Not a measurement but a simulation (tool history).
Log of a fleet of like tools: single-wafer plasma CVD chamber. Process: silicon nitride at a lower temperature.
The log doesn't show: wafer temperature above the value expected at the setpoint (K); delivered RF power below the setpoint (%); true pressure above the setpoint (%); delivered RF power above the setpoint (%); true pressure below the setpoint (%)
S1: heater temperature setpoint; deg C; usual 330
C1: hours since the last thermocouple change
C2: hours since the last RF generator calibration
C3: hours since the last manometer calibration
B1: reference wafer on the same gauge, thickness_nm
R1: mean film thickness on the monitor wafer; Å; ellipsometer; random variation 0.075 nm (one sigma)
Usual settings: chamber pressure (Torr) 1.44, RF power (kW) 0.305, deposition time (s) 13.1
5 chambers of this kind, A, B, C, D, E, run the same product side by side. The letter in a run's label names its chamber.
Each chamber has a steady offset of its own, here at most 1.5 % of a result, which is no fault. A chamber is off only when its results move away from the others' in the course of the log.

{"run": "1C", "hour": 5.8, "S1": 330, "chamber pressure (Torr)": 1.44, "RF power (kW)": 0.305, "deposition time (s)": 13.1, "C1": 1386.9, "C2": 1114.6, "C3": 236.2, "B1": 13.093, "R1": 152.22}
{"run": "2B", "hour": 11.9, "S1": 330, "chamber pressure (Torr)": 1.44, "RF power (kW)": 0.305, "deposition time (s)": 13.1, "C1": 1789.1, "C2": 318.9, "C3": 2277.9, "B1": 13.105, "R1": 151.16}
{"run": "3A", "hour": 19.3, "S1": 330, "chamber pressure (Torr)": 1.44, "RF power (kW)": 0.305, "deposition time (s)": 13.1, "C1": 1251.8, "C2": 1294.9, "C3": 1724.0, "B1": 13.108, "R1": 153.02}
{"run": "4E", "hour": 24.4, "S1": 330, "chamber pressure (Torr)": 1.44, "RF power (kW)": 0.305, "deposition time (s)": 13.1, "C1": 1444.1, "C2": 2070.6, "C3": 638.6, "B1": 13.091, "R1": 151.49}
{"run": "5D", "hour": 28.6, "S1": 330, "chamber pressure (Torr)": 1.44, "RF power (kW)": 0.305, "deposition time (s)": 13.1, "C1": 394.6, "C2": 87.8, "C3": 721.0, "B1": 13.114, "R1": 155.65}
{"run": "6C", "hour": 34.3, "S1": 330, "chamber pressure (Torr)": 1.44, "RF power (kW)": 0.305, "deposition time (s)": 13.1, "C1": 1415.4, "C2": 1143.1, "C3": 264.7, "B1": 13.106, "R1": 151.81}
{"run": "7E", "hour": 40.4, "S1": 330, "chamber pressure (Torr)": 1.44, "RF power (kW)": 0.305, "deposition time (s)": 13.1, "C1": 1460.1, "C2": 2086.6, "C3": 654.6, "B1": 13.111, "R1": 150.57}
{"run": "8B", "hour": 46.4, "S1": 330, "chamber pressure (Torr)": 1.44, "RF power (kW)": 0.305, "deposition time (s)": 13.1, "C1": 1823.6, "C2": 353.4, "C3": 2312.4, "B1": 13.103, "R1": 151.5}
{"run": "9D", "hour": 54.3, "S1": 330, "chamber pressure (Torr)": 1.44, "RF power (kW)": 0.305, "deposition time (s)": 13.1, "C1": 420.3, "C2": 113.5, "C3": 746.7, "B1": 13.114, "R1": 154.71}
{"hour": 56.7, "done": "chamber A: thermocouple changed; heater temperature recalibrated"}
{"run": "10A", "hour": 61.0, "S1": 330, "chamber pressure (Torr)": 1.44, "RF power (kW)": 0.305, "deposition time (s)": 13.1, "C1": 4.4, "C2": 1336.6, "C3": 1765.7, "B1": 13.105, "R1": 152.44}
{"run": "11A", "hour": 68.8, "S1": 330, "chamber pressure (Torr)": 1.44, "RF power (kW)": 0.27, "deposition time (s)": 13.1, "C1": 12.2, "C2": 1344.4, "C3": 1773.5, "B1": 13.096, "R1": 141.02}
{"run": "12E", "hour": 75.6, "S1": 330, "chamber pressure (Torr)": 1.44, "RF power (kW)": 0.27, "deposition time (s)": 13.1, "C1": 1495.3, "C2": 2121.8, "C3": 689.8, "B1": 13.1, "R1": 138.74}
{"run": "13C", "hour": 79.3, "S1": 330, "chamber pressure (Torr)": 1.44, "RF power (kW)": 0.27, "deposition time (s)": 13.1, "C1": 1460.4, "C2": 1188.1, "C3": 309.7, "B1": 13.119, "R1": 139.32}
{"run": "14B", "hour": 83.3, "S1": 330, "chamber pressure (Torr)": 1.44, "RF power (kW)": 0.27, "deposition time (s)": 13.1, "C1": 1860.5, "C2": 390.3, "C3": 2349.3, "B1": 13.101, "R1": 140.46}
{"run": "15D", "hour": 88.0, "S1": 330, "chamber pressure (Torr)": 1.44, "RF power (kW)": 0.27, "deposition time (s)": 13.1, "C1": 454.0, "C2": 147.2, "C3": 780.4, "B1": 13.095, "R1": 141.45}
{"run": "16A", "hour": 93.9, "S1": 330, "chamber pressure (Torr)": 1.44, "RF power (kW)": 0.305, "deposition time (s)": 13.1, "C1": 37.3, "C2": 1369.5, "C3": 1798.6, "B1": 13.1, "R1": 151.99}
{"run": "17C", "hour": 101.4, "S1": 330, "chamber pressure (Torr)": 1.44, "RF power (kW)": 0.305, "deposition time (s)": 13.1, "C1": 1482.5, "C2": 1210.2, "C3": 331.8, "B1": 13.096, "R1": 151.71}
{"run": "18B", "hour": 105.5, "S1": 330, "chamber pressure (Torr)": 1.44, "RF power (kW)": 0.305, "deposition time (s)": 13.1, "C1": 1882.7, "C2": 412.5, "C3": 2371.5, "B1": 13.115, "R1": 152.03}
{"run": "19D", "hour": 112.4, "S1": 330, "chamber pressure (Torr)": 1.44, "RF power (kW)": 0.305, "deposition time (s)": 13.1, "C1": 478.4, "C2": 171.6, "C3": 804.8, "B1": 13.109, "R1": 155.06}
{"run": "20E", "hour": 119.0, "S1": 330, "chamber pressure (Torr)": 1.44, "RF power (kW)": 0.305, "deposition time (s)": 13.1, "C1": 1538.7, "C2": 2165.2, "C3": 733.2, "B1": 13.082, "R1": 151.01}
{"run": "21E", "hour": 123.8, "S1": 330, "chamber pressure (Torr)": 1.44, "RF power (kW)": 0.305, "deposition time (s)": 13.1, "C1": 1543.5, "C2": 2170.0, "C3": 738.0, "B1": 13.098, "R1": 149.7}
{"run": "22D", "hour": 131.0, "S1": 330, "chamber pressure (Torr)": 1.44, "RF power (kW)": 0.305, "deposition time (s)": 13.1, "C1": 497.0, "C2": 190.2, "C3": 823.4, "B1": 13.109, "R1": 154.0}
{"run": "23B", "hour": 138.6, "S1": 330, "chamber pressure (Torr)": 1.44, "RF power (kW)": 0.305, "deposition time (s)": 13.1, "C1": 1915.8, "C2": 445.6, "C3": 2404.6, "B1": 13.109, "R1": 152.86}
{"run": "24C", "hour": 146.0, "S1": 330, "chamber pressure (Torr)": 1.44, "RF power (kW)": 0.305, "deposition time (s)": 13.1, "C1": 1527.1, "C2": 1254.8, "C3": 376.4, "B1": 13.1, "R1": 151.91}
{"run": "25A", "hour": 151.7, "S1": 330, "chamber pressure (Torr)": 1.44, "RF power (kW)": 0.305, "deposition time (s)": 13.1, "C1": 95.1, "C2": 1427.3, "C3": 1856.4, "B1": 13.107, "R1": 151.39}
{"run": "26B", "hour": 156.8, "S1": 330, "chamber pressure (Torr)": 1.44, "RF power (kW)": 0.305, "deposition time (s)": 13.1, "C1": 1934.0, "C2": 463.8, "C3": 2422.8, "B1": 13.113, "R1": 153.36}
{"run": "27C", "hour": 162.3, "S1": 330, "chamber pressure (Torr)": 1.44, "RF power (kW)": 0.305, "deposition time (s)": 13.1, "C1": 1543.4, "C2": 1271.1, "C3": 392.7, "B1": 13.106, "R1": 153.77}
{"run": "28D", "hour": 167.7, "S1": 330, "chamber pressure (Torr)": 1.44, "RF power (kW)": 0.305, "deposition time (s)": 13.1, "C1": 533.7, "C2": 226.9, "C3": 860.1, "B1": 13.098, "R1": 153.57}
{"run": "29A", "hour": 175.2, "S1": 330, "chamber pressure (Torr)": 1.44, "RF power (kW)": 0.305, "deposition time (s)": 13.1, "C1": 118.6, "C2": 1450.8, "C3": 1879.9, "B1": 13.106, "R1": 151.79}
{"hour": 176.2, "done": "chamber E: RF generator calibrated"}
{"run": "30E", "hour": 183.1, "S1": 330, "chamber pressure (Torr)": 1.17, "RF power (kW)": 0.305, "deposition time (s)": 13.1, "C1": 1602.8, "C2": 6.9, "C3": 797.3, "B1": 13.083, "R1": 142.63}
{"run": "31C", "hour": 187.8, "S1": 330, "chamber pressure (Torr)": 1.17, "RF power (kW)": 0.305, "deposition time (s)": 13.1, "C1": 1568.9, "C2": 1296.6, "C3": 418.2, "B1": 13.091, "R1": 142.52}
{"run": "32D", "hour": 194.5, "S1": 330, "chamber pressure (Torr)": 1.17, "RF power (kW)": 0.305, "deposition time (s)": 13.1, "C1": 560.5, "C2": 253.7, "C3": 886.9, "B1": 13.115, "R1": 145.0}
{"run": "33A", "hour": 201.8, "S1": 330, "chamber pressure (Torr)": 1.17, "RF power (kW)": 0.305, "deposition time (s)": 13.1, "C1": 145.2, "C2": 1477.4, "C3": 1906.5, "B1": 13.093, "R1": 143.23}
{"run": "34B", "hour": 206.2, "S1": 330, "chamber pressure (Torr)": 1.17, "RF power (kW)": 0.305, "deposition time (s)": 13.1, "C1": 1983.4, "C2": 513.2, "C3": 2472.2, "B1": 13.09, "R1": 144.37}
{"run": "35E", "hour": 210.5, "S1": 330, "chamber pressure (Torr)": 1.44, "RF power (kW)": 0.305, "deposition time (s)": 13.1, "C1": 1630.2, "C2": 34.3, "C3": 824.7, "B1": 13.101, "R1": 152.35}
{"run": "36C", "hour": 214.7, "S1": 330, "chamber pressure (Torr)": 1.44, "RF power (kW)": 0.305, "deposition time (s)": 13.1, "C1": 1595.8, "C2": 1323.5, "C3": 445.1, "B1": 13.09, "R1": 152.04}
{"run": "37B", "hour": 219.8, "S1": 330, "chamber pressure (Torr)": 1.44, "RF power (kW)": 0.305, "deposition time (s)": 13.1, "C1": 1997.0, "C2": 526.8, "C3": 2485.8, "B1": 13.09, "R1": 150.44}
{"run": "38D", "hour": 224.8, "S1": 340, "chamber pressure (Torr)": 1.44, "RF power (kW)": 0.305, "deposition time (s)": 13.1, "C1": 590.8, "C2": 284.0, "C3": 917.2, "B1": 13.099, "R1": 152.81}
{"run": "39E", "hour": 232.6, "S1": 340, "chamber pressure (Torr)": 1.44, "RF power (kW)": 0.305, "deposition time (s)": 13.1, "C1": 1652.3, "C2": 56.4, "C3": 846.8, "B1": 13.096, "R1": 151.18}
{"run": "40A", "hour": 239.2, "S1": 340, "chamber pressure (Torr)": 1.44, "RF power (kW)": 0.305, "deposition time (s)": 13.1, "C1": 182.6, "C2": 1514.8, "C3": 1943.9, "B1": 13.103, "R1": 152.31}

All 5 chambers run these settings next. Forecast each chamber's results:
{"run": "41A", "hour": 244.9, "S1": 330, "chamber pressure (Torr)": 1.44, "RF power (kW)": 0.305, "deposition time (s)": 13.1, "R1": "?"}
{"run": "41B", "hour": 244.9, "S1": 330, "chamber pressure (Torr)": 1.44, "RF power (kW)": 0.305, "deposition time (s)": 13.1, "R1": "?"}
{"run": "41C", "hour": 244.9, "S1": 330, "chamber pressure (Torr)": 1.44, "RF power (kW)": 0.305, "deposition time (s)": 13.1, "R1": "?"}
{"run": "41D", "hour": 244.9, "S1": 330, "chamber pressure (Torr)": 1.44, "RF power (kW)": 0.305, "deposition time (s)": 13.1, "R1": "?"}
{"run": "41E", "hour": 244.9, "S1": 330, "chamber pressure (Torr)": 1.44, "RF power (kW)": 0.305, "deposition time (s)": 13.1, "R1": "?"}

run=41A R1=153.10
run=41B R1=152.83
run=41C R1=152.31
run=41D R1=154.32
run=41E R1=151.79
